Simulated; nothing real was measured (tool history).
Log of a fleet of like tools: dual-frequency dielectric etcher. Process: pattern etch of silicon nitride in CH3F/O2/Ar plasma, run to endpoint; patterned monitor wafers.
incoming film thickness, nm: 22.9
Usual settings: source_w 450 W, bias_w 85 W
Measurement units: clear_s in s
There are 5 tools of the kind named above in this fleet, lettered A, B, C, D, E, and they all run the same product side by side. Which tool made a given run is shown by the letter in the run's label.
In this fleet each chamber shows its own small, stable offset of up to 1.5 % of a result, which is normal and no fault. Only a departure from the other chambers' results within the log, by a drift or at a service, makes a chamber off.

run,hour,source_w,bias_w,hours since the last wet clean,hours since the last source power generator calibration,hours since the last bias power generator calibration,clear_s
1C,13.1,450,85,238.1,2082.1,1224.4,30.163
# hour 15.4: chamber B: wet clean of the chamber
2A,21.7,450,85,380.9,1808.5,3932.5,29.93
# hour 26.9: chamber A: wet clean of the chamber
3E,36.1,450,85,463.8,1050.6,1163.5,29.891
4B,42.6,450,85,27.3,2749.2,1226.8,29.949
5D,49.9,450,85,391.5,659.1,2714.9,29.688
6A,57.4,450,85,30.6,1844.2,3968.2,29.672
# hour 62.8: chamber E: wet clean of the chamber
7E,71.2,450,85,8.4,1085.7,1198.6,29.801
8C,83.9,450,85,308.9,2152.9,1295.2,30.085
9B,92.4,450,85,77.1,2799,1276.6,29.926
10D,102.5,450,85,444.1,711.7,2767.5,29.47
11A,109.8,450,85,83,1896.6,4020.6,29.766
12C,122.8,450,85,347.8,2191.8,1334.1,30.049
13B,136.7,450,85,121.4,2843.3,1320.9,29.793
14D,143.9,450,85,485.5,753.1,2808.9,29.692
15E,152.7,450,85,89.9,1167.2,1280.1,30.024
# hour 153.2: chamber D: wet clean of the chamber
16D,165.5,540,103,12.4,774.7,2830.5,25.651
17E,172.5,540,103,109.7,1187,1299.9,26.356
18A,185.8,540,103,159,1972.6,4096.6,26.037
19B,192.8,540,103,177.5,2899.4,1377,26.103
20C,199.4,540,103,424.4,2268.4,1410.7,25.997
# hour 199.8: chamber C: wet clean of the chamber
21A,211.2,450,85,184.4,1998,4122,29.656
22D,223.5,450,85,70.4,832.7,2888.5,29.731
23C,232.3,450,85,32.6,2301.3,1443.6,30.181
24B,246.9,490,93,231.6,2953.5,1431.1,27.792
25E,260,490,93,197.2,1274.5,1387.4,28.172
26E,268.2,490,93,205.4,1282.7,1395.6,27.784
27B,274.6,490,93,259.3,2981.2,1458.8,28.08
28D,289,490,93,135.9,898.2,2954,27.939
29A,302,530,66,275.2,2088.8,4212.8,30.595
30C,316.3,530,66,116.6,2385.3,1527.6,30.801
31D,323.5,530,66,170.4,932.7,2988.5,30.421

Is one chamber off against the others, does the gauge drift, or is nothing wrong? If a chamber is off, say which, and what the likeliest cause is.

No chamber stands off beyond its own small offset, and the gauge holds steady.

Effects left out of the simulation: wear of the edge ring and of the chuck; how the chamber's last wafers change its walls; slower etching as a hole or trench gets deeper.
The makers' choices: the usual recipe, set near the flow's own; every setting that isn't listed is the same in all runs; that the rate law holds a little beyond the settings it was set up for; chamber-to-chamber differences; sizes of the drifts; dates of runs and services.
